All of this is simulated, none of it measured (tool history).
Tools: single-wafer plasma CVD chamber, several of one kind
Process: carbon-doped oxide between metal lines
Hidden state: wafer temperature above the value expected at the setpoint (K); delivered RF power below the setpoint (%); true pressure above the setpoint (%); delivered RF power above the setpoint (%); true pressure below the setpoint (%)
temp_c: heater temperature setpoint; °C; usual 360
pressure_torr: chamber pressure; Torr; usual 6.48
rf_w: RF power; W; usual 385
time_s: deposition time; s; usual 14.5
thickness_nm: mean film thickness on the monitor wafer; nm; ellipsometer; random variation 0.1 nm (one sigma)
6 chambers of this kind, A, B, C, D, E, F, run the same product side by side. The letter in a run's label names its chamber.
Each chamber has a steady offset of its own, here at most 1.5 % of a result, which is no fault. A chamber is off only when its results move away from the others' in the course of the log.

run   hour  temp_c  pressure_torr  rf_w  time_s  hours since the last thermocouple change  hours since the last RF generator calibration  hours since the last manometer calibration  read-back reference wafer on the same gauge, thickness_nm  thickness_nm
 1C    4.6     360           6.48   385    14.5                                    1349.6                                         1123.4                                       972.1                                                     74.724        62.756
 2E   12.6     360           6.48   385    14.5                                     384.3                                          920.2                                       299.3                                                     74.720        62.481
      12.9  -- chamber C: thermocouple changed; heater temperature recalibrated
 3F   21.1     360           6.48   385    14.5                                    1492.3                                         1162.9                                      1337.9                                                     74.764        62.455
 4B   27.1     360           6.48   385    14.5                                     829.1                                          568.2                                       869.9                                                     74.750        62.186
 5A   32.0     360           6.48   385    14.5                                    1181.3                                          572.7                                      1833.4                                                     74.771        62.447
 6D   42.2     360           6.48   385    14.5                                     431.0                                          449.1                                       693.1                                                     74.739        63.296
 7F   49.6     360           6.48   455    14.5                                    1520.8                                         1191.4                                      1366.4                                                     74.758        70.603
 8B   56.5     360           6.48   455    14.5                                     858.5                                          597.6                                       899.3                                                     74.777        70.362
 9E   62.2     360           6.48   455    14.5                                     433.9                                          969.8                                       348.9                                                     74.775        70.733
10C   69.4     360           6.48   455    14.5                                      56.6                                         1188.2                                      1036.9                                                     74.820        71.319
11A   78.5     360           6.48   455    14.5                                    1227.8                                          619.2                                      1879.9                                                     74.836        70.553
12D   84.4     360           6.48   455    14.5                                     473.2                                          491.3                                       735.3                                                     74.869        71.967
13C   94.3     360           6.48   445    14.5                                      81.5                                         1213.1                                      1061.8                                                     74.899        70.227
     102.9  -- chamber F: RF generator calibrated
14B  103.3     360           6.48   445    14.5                                     905.3                                          644.4                                       946.1                                                     74.866        69.484
15A  109.4     360           6.48   445    14.5                                    1258.7                                          650.1                                      1910.8                                                     74.887        69.638
16E  115.2     360           6.48   445    14.5                                     486.9                                         1022.8                                       401.9                                                     74.871        69.896
17D  125.2     360           6.48   445    14.5                                     514.0                                          532.1                                       776.1                                                     74.913        70.757
18F  131.7     360           6.48   445    14.5                                    1602.9                                           28.9                                      1448.5                                                     74.895        69.857
19B  138.2     360           6.48   385    14.5                                     940.2                                          679.3                                       981.0                                                     74.946        62.290
20A  145.6     360           6.48   385    14.5                                    1294.9                                          686.3                                      1947.0                                                     74.945        62.618
21D  153.5     360           6.48   385    14.5                                     542.3                                          560.4                                       804.4                                                     74.940        63.527
22E  163.1     360           6.48   385    14.5                                     534.8                                         1070.7                                       449.8                                                     74.969        62.697
23F  171.5     360           6.48   385    14.5                                    1642.7                                           68.7                                      1488.3                                                     74.989        62.557
24C  180.4     360           6.48   385    14.5                                     167.6                                         1299.2                                      1147.9                                                     75.004        63.031
     181.9  -- chamber F: capacitance manometer re-zeroed and calibrated
25B  188.6     360           6.48   385    14.5                                     990.6                                          729.7                                      1031.4                                                     75.031        62.386
26A  196.8     360           6.48   385    14.5                                    1346.1                                          737.5                                      1998.2                                                     75.037        62.666
27C  205.2     360           6.48   385    14.5                                     192.4                                         1324.0                                      1172.7                                                     75.046        63.303
28E  210.9     360           6.48   385    14.5                                     582.6                                         1118.5                                       497.6                                                     75.072        62.863
29F  220.6     360           6.48   385    14.5                                    1691.8                                          117.8                                        38.8                                                     75.093        62.524
30D  227.1     360           7.64   385    14.5                                     615.9                                          634.0                                       878.0                                                     75.081        64.370
31C  231.7     360           7.64   385    14.5                                     218.9                                         1350.5                                      1199.2                                                     75.081        63.800
32A  240.1     360           7.64   385    14.5                                    1389.4                                          780.8                                      2041.5                                                     75.051        63.471
33F  246.2     360           7.64   385    14.5                                    1717.4                                          143.4                                        64.4                                                     75.105        63.247
34E  251.8     360           7.64   385    14.5                                     623.5                                         1159.4                                       538.5                                                     75.120        63.506
35B  256.3     360           7.64   385    14.5                                    1058.3                                          797.4                                      1099.1                                                     75.138        63.070
36D  264.7     360           6.48   385    14.5                                     653.5                                          671.6                                       915.6                                                     75.140        63.526
37E  273.3     353           5.94   385    14.5                                     645.0                                         1180.9                                       560.0                                                     75.169        63.420
38D  279.0     353           5.94   385    14.5                                     667.8                                          685.9                                       929.9                                                     75.188        64.221
39A  283.8     353           5.94   385    14.5                                    1433.1                                          824.5                                      2085.2                                                     75.133        63.373
40F  292.4     353           5.94   385    14.5                                    1763.6                                          189.6                                       110.6                                                     75.203        63.301
41B  297.3     353           5.94   385    14.5                                    1099.3                                          838.4                                      1140.1                                                     75.196        63.255

All 6 chambers run these settings next. Forecast each chamber's results:
42A  304.7     360           6.48   385    14.5                                                                                                                                                                                                             ?
42B  304.7     360           6.48   385    14.5                                                                                                                                                                                                             ?
42C  304.7     360           6.48   385    14.5                                                                                                                                                                                                             ?
42D  304.7     360           6.48   385    14.5                                                                                                                                                                                                             ?
42E  304.7     360           6.48   385    14.5                                                                                                                                                                                                             ?
42F  304.7     360           6.48   385    14.5                                                                                                                                                                                                             ?

run  thickness_nm
42A        63.098
42B        62.648
42C        63.384
42D        63.649
42E        62.918
42F        62.594
